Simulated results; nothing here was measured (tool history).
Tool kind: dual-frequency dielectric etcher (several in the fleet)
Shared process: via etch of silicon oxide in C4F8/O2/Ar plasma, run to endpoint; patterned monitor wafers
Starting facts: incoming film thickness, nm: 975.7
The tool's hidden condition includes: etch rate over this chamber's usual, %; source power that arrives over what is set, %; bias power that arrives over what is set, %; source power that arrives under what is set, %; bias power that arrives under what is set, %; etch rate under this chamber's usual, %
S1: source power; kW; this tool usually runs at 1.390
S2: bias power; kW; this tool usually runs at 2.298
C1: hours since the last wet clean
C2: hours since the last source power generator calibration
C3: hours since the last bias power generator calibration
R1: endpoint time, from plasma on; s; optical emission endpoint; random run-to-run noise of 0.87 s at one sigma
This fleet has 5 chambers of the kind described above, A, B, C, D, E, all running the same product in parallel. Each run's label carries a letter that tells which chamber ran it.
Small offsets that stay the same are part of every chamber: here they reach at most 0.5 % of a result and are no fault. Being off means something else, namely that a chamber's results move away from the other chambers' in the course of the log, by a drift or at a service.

run,hour,S1,S2,C1,C2,C3,R1
1E,6.4,1.390,2.298,388.0,1843.8,812.0,214.37
# hour 10.4: chamber C: wet clean of the chamber
2C,10.7,1.390,2.298,0.3,1132.3,258.8,214.81
3A,15.8,1.390,2.298,450.6,2942.7,1530.6,214.64
4D,23.5,1.390,2.298,450.1,3424.7,2148.3,213.07
5B,28.6,1.390,2.298,262.1,2063.4,937.3,213.23
6E,36.3,1.390,2.819,417.9,1873.7,841.9,201.26
# hour 44.4: chamber D: wet clean of the chamber
7C,44.4,1.390,2.819,34.0,1166.0,292.5,199.19
8A,49.7,1.390,2.819,484.5,2976.6,1564.5,200.63
9B,56.0,1.390,2.819,289.5,2090.8,964.7,200.29
10D,60.6,1.390,2.819,16.3,3461.8,2185.4,199.20
11D,67.2,1.390,2.298,22.9,3468.4,2192.0,214.43
12B,76.0,1.390,2.298,309.5,2110.8,984.7,214.55
13A,84.8,1.390,2.298,519.6,3011.7,1599.6,214.01
14C,93.0,1.390,2.582,82.6,1214.6,341.1,207.66
# hour 98.3: chamber D: source power generator calibrated
15E,99.4,1.390,2.582,481.0,1936.8,905.0,206.67
16D,107.5,1.390,2.582,63.2,9.2,2232.3,205.99
17A,113.6,1.390,2.582,548.4,3040.5,1628.4,206.17
# hour 115.6: chamber E: wet clean of the chamber
18B,121.3,1.390,2.582,354.8,2156.1,1030.0,205.89
19E,125.2,1.390,2.298,9.7,1962.6,930.8,213.95
20C,131.9,1.390,2.298,121.5,1253.5,380.0,212.79
21B,136.2,1.390,2.298,369.7,2171.0,1044.9,214.25
# hour 139.8: chamber B: wet clean of the chamber
22E,143.2,1.390,2.298,27.7,1980.6,948.8,213.74
23D,148.8,1.160,2.298,104.5,50.5,2273.6,230.08
24C,157.6,1.160,2.298,147.2,1279.2,405.7,228.73
25A,163.7,1.160,2.298,598.5,3090.6,1678.5,228.31
26C,168.2,1.160,2.298,157.8,1289.8,416.3,228.60
27D,177.1,1.160,2.298,132.8,78.8,2301.9,228.22
# hour 179.3: chamber A: wet clean of the chamber
28B,182.6,1.390,2.298,42.9,2217.4,1091.3,212.68
29E,187.4,1.390,2.298,71.9,2024.8,993.0,213.90
30A,195.6,1.270,2.298,16.3,3122.5,1710.4,211.86
31E,200.2,1.270,2.298,84.7,2037.6,1005.8,220.52
32B,206.8,1.270,2.298,67.1,2241.6,1115.5,220.55
33D,213.8,1.270,2.298,169.5,115.5,2338.6,220.13
34C,219.8,1.270,2.298,209.4,1341.4,467.9,222.83
35A,228.1,1.390,2.298,48.8,3155.0,1742.9,202.96
36B,236.6,1.390,2.298,96.9,2271.4,1145.3,211.36
37C,241.6,1.590,2.844,231.2,1363.2,489.7,190.86
38E,248.4,1.590,2.844,132.9,2085.8,1054.0,189.65
39A,252.5,1.590,2.844,73.2,3179.4,1767.3,182.10
40D,259.4,1.590,2.844,215.1,161.1,2384.2,188.72
41B,264.6,1.590,2.844,124.9,2299.4,1173.3,188.84
42E,269.7,1.390,1.768,154.2,2107.1,1075.3,229.76
43D,276.8,1.390,1.768,232.5,178.5,2401.6,230.35
44C,283.4,1.390,1.768,273.0,1405.0,531.5,230.78

Predict what each chamber gives when all 5 of them run the settings below next.
45A,289.8,1.390,2.298,,,,?
45B,289.8,1.390,2.298,,,,?
45C,289.8,1.390,2.298,,,,?
45D,289.8,1.390,2.298,,,,?
45E,289.8,1.390,2.298,,,,?

run,R1
45A,205.29
45B,214.00
45C,214.53
45D,215.27
45E,213.38
